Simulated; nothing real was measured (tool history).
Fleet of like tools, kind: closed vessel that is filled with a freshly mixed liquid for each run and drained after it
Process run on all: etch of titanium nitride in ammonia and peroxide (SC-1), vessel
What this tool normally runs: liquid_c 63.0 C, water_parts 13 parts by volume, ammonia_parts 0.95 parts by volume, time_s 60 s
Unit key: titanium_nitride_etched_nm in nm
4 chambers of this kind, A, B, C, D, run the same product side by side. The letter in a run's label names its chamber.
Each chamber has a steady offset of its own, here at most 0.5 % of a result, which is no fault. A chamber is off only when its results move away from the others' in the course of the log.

run,hour,liquid_c,water_parts,ammonia_parts,time_s,"read-back film thickness of the titanium nitride reference wafer, read on the same gauge (nm)",titanium_nitride_etched_nm
1D,7.0,63.0,13,0.95,60,99.999,15.712
2C,14.1,63.0,13,0.95,60,99.976,15.563
3B,17.6,63.0,13,0.95,60,99.999,15.772
4A,21.5,63.0,13,0.95,60,100.010,15.820
# hour 25.4: chamber B: ammonia flow meter replaced
5D,26.5,69.5,13,1.20,60,99.995,24.101
6A,30.7,69.5,13,1.20,60,99.999,24.546
7C,37.8,69.5,13,1.20,60,100.020,24.064
# hour 40.1: chamber D: thermometer replaced
8B,44.7,69.5,13,1.20,60,99.996,24.686
9C,51.9,63.0,13,0.95,60,99.989,15.686
10A,59.0,63.0,13,0.95,60,99.992,15.788
11B,65.1,63.0,13,0.95,60,100.010,15.801
12D,71.5,63.0,13,0.95,60,99.993,15.882
13D,77.4,63.0,13,0.95,60,100.010,15.708
14B,81.9,63.0,13,0.95,60,100.000,15.798
15A,87.2,63.0,13,0.95,60,99.966,15.816
16C,93.2,63.0,13,0.95,60,99.988,16.044
17C,97.3,63.0,13,0.95,60,100.010,16.057
# hour 97.5: chamber A: new drum of ammonia solution connected
18A,100.9,63.0,13,0.95,60,99.990,15.729
19B,105.8,63.0,13,0.95,60,100.020,15.783
20D,109.8,63.0,13,0.95,60,99.982,15.738
21B,116.2,63.0,13,0.95,60,100.010,15.692
22A,119.6,63.0,13,0.95,60,99.981,15.665
23C,125.7,63.0,13,0.95,60,99.991,16.199
24D,130.2,67.0,13,0.95,35,100.010,11.729
25A,133.9,67.0,13,0.95,35,100.000,11.876
26D,139.8,67.0,13,0.95,35,100.010,11.782
27B,146.1,67.0,13,0.95,35,99.987,11.926
28C,150.9,63.0,13,0.95,60,99.996,16.336
29C,157.2,63.0,13,0.95,60,99.991,16.489

Which is it: a chamber that has drifted or been left off by a service, a gauge drift common to all chambers, or only each chamber's usual small offset? If a chamber is off, name it and its likeliest cause.

Little by little, chamber C moves away from the other chambers.
Most likely cause: liquid hotter than its thermometer reads (K) = 0.756.

Which of the 4 candidates below, each the usual settings with something changed and its results left as question marks, puts chamber C back in line with what the other chambers give on the usual settings?
To be in line, a result may differ from the other chambers' mean on the usual settings by at most: titanium_nitride_etched_nm 0.270 nm
30C-1,162.5,63.0,13.5,0.95,60,,?
30C-2,162.5,63.0,12.0,0.95,60,,?
30C-3,162.5,63.0,13.0,0.70,60,,?
30C-4,162.5,63.0,12.5,0.95,60,,?

Other chambers, usual settings, mean: titanium_nitride_etched_nm 15.710 nm
run,titanium_nitride_etched_nm
30C-1,16.174
30C-2,17.180
30C-3,15.686
30C-4,16.826
The right change is 30C-3: it brings the chamber back within the allowed miss of the others.

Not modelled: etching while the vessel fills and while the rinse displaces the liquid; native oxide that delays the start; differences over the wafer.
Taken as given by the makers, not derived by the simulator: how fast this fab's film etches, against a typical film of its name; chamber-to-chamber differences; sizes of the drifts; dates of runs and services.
